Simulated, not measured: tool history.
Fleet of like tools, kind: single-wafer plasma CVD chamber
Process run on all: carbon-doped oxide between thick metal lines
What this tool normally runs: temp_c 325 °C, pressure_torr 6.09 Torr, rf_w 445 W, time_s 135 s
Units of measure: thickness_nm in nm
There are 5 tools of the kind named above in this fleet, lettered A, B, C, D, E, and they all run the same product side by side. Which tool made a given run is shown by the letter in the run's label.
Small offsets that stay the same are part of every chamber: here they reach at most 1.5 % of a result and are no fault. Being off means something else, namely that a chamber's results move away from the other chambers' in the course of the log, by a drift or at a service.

run	hour	temp_c	pressure_torr	rf_w	time_s	read-back reference wafer on the same gauge, thickness_nm	thickness_nm
1D	9.8	325	6.09	445	135	725.65	708.75
2C	19.4	325	6.09	445	135	725.25	703.61
3E	26.9	325	6.09	445	135	725.22	700.89
4B	38.4	325	6.09	445	135	724.31	695.82
5A	50.1	325	6.09	445	135	725.01	696.75
6A	60.2	325	6.09	445	135	725.40	700.49
7D	72.5	334	5.56	445	135	724.22	680.84
8C	80.1	334	5.56	445	135	725.28	678.68
9B	91.7	334	5.56	445	135	724.84	671.61
10E	98.6	334	5.56	445	135	724.76	671.44
11E	109.4	334	5.56	445	135	725.13	677.51
12A	121.7	325	6.09	445	135	724.71	698.34
13D	131.9	325	6.09	445	135	723.97	702.80
14C	140.3	325	6.09	445	135	725.78	697.77
15B	146.5	325	6.09	445	135	724.11	693.62
16B	152.9	325	6.09	445	135	724.54	687.78
17C	164.6	325	6.09	445	135	724.91	698.58
18D	171.5	325	6.09	445	135	724.70	705.44
19A	178.2	325	6.09	445	135	724.80	698.94
20E	187.1	325	6.09	445	135	725.11	696.85
21A	193.9	325	6.09	445	135	725.05	693.18
22C	201.6	325	6.09	445	135	724.42	701.66
# hour 204.1: chamber C: capacitance manometer re-zeroed and calibrated
23B	212.0	325	6.09	445	135	724.13	684.40
24E	222.8	325	6.09	445	135	724.43	699.98
25D	234.6	325	6.09	445	135	724.44	705.58
26A	244.4	325	7.58	445	110	724.76	580.20
27E	251.3	325	7.58	445	110	725.11	584.08
28B	263.7	325	7.58	445	110	724.92	557.16
29C	272.4	325	7.58	445	110	724.67	582.66
30D	278.7	325	7.58	445	110	724.91	587.02
31B	289.9	325	6.09	445	135	725.39	674.24
32A	301.5	325	6.09	445	135	724.67	698.73

Read the log: is a single chamber off, either drifting away or since a service, is the gauge that measures every chamber drifting, or is nothing wrong beyond small per-chamber offsets? Name any odd chamber and what most likely caused it.

Chamber B drifts away from the others.
What lies behind it: delivered RF power below the setpoint (%) = 5.49.

Chamber B could run next with any of the 4 candidate recipes listed below; each alters the usual settings, and their results appear as question marks. Which one brings its results back in line with what the other chambers deliver on the usual settings?
Allowed miss from the other chambers' usual-settings mean, per result, to count as in line: thickness_nm 10.00 nm
33B-1	310.9	325	6.10	450	137		?
33B-2	310.9	314	6.76	445	135		?
33B-3	310.9	331	6.09	445	135		?
33B-4	310.9	326	6.04	445	129		?

What the other chambers average on the usual settings: thickness_nm 701.53 nm
run	thickness_nm
33B-1	681.17
33B-2	699.23
33B-3	652.83
33B-4	633.41
33B-2 is the one that brings the chamber's results back in line with the other chambers.
